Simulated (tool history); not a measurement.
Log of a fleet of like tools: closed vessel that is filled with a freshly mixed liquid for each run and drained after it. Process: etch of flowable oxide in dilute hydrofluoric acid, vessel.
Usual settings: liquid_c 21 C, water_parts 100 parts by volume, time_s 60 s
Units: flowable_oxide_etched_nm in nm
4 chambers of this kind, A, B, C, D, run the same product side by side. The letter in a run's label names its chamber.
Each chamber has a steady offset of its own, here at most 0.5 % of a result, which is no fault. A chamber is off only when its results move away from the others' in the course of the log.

run	hour	liquid_c	water_parts	time_s	read-back film thickness of the flowable oxide reference wafer, read on the same gauge (nm)	flowable_oxide_etched_nm
1D	6.6	21	100	60	99.993	14.888
2B	11.6	21	100	60	100.02	14.797
3C	17	21	100	60	100.04	14.981
4A	24.3	21	100	60	99.93	14.994
5A	27.7	21	100	60	99.949	14.912
6C	34.4	21	100	60	100	15.016
7B	38.3	21	100	60	100	14.914
8D	45.8	21	100	60	100.03	14.804
9D	50.7	21	100	60	100.05	14.974
10A	55.3	21	55	60	99.991	28.274
11C	60.2	21	55	60	100.03	28.253
12B	67.8	21	55	60	99.995	29.117
13A	72.5	21	55	60	100.04	28.183
14B	77.6	21	100	60	100.02	14.91
15D	83.1	21	100	60	99.993	15.07
16C	89.9	21	100	60	99.989	15.064
17D	93.6	21	100	60	99.965	15.049
18A	101	21	100	75	100.01	18.841
19C	107.2	21	100	75	99.968	18.672
20B	115	21	100	75	99.948	18.708
21B	120.5	21	100	75	99.98	18.713
22C	126.2	21	100	60	100.01	14.808
23A	133.3	21	100	60	99.987	14.914
24D	136.9	21	100	60	100.02	14.939
25A	143.5	21	100	60	100.02	14.952
26C	147.4	21	100	60	99.983	14.91
27D	154.8	21	100	60	99.989	14.858
28B	162.3	21	100	60	100	14.788
29C	169.8	21	100	60	100.02	14.641
30D	173.6	21	100	60	100.02	14.974
31B	179.5	21	100	60	100.02	14.875
32A	183.7	21	120	85	100.03	17.3
33C	189.4	21	120	85	99.997	17.214
34D	194.5	21	120	85	100.01	17.402
35A	199.6	21	120	85	100.01	17.305
36B	203.7	21	100	60	99.975	14.933
37B	207.6	21	100	60	99.986	14.92
38C	215.3	21	100	60	100.01	14.842
39A	223	21	100	60	100.02	15.033
40D	228.5	21	100	60	100.01	14.883
41A	235	21	100	60	100.01	14.931
42D	241.1	21	100	60	100.02	14.81
43C	246.3	21	100	60	100	15.1
44B	250.9	21	100	60	100.02	14.821

Next, every chamber runs the same settings. What will each give?
45A	256.5	21	145	60		?
45B	256.5	21	145	60		?
45C	256.5	21	145	60		?
45D	256.5	21	145	60		?

run	flowable_oxide_etched_nm
45A	9.7931
45B	9.6045
45C	9.9743
45D	9.8493
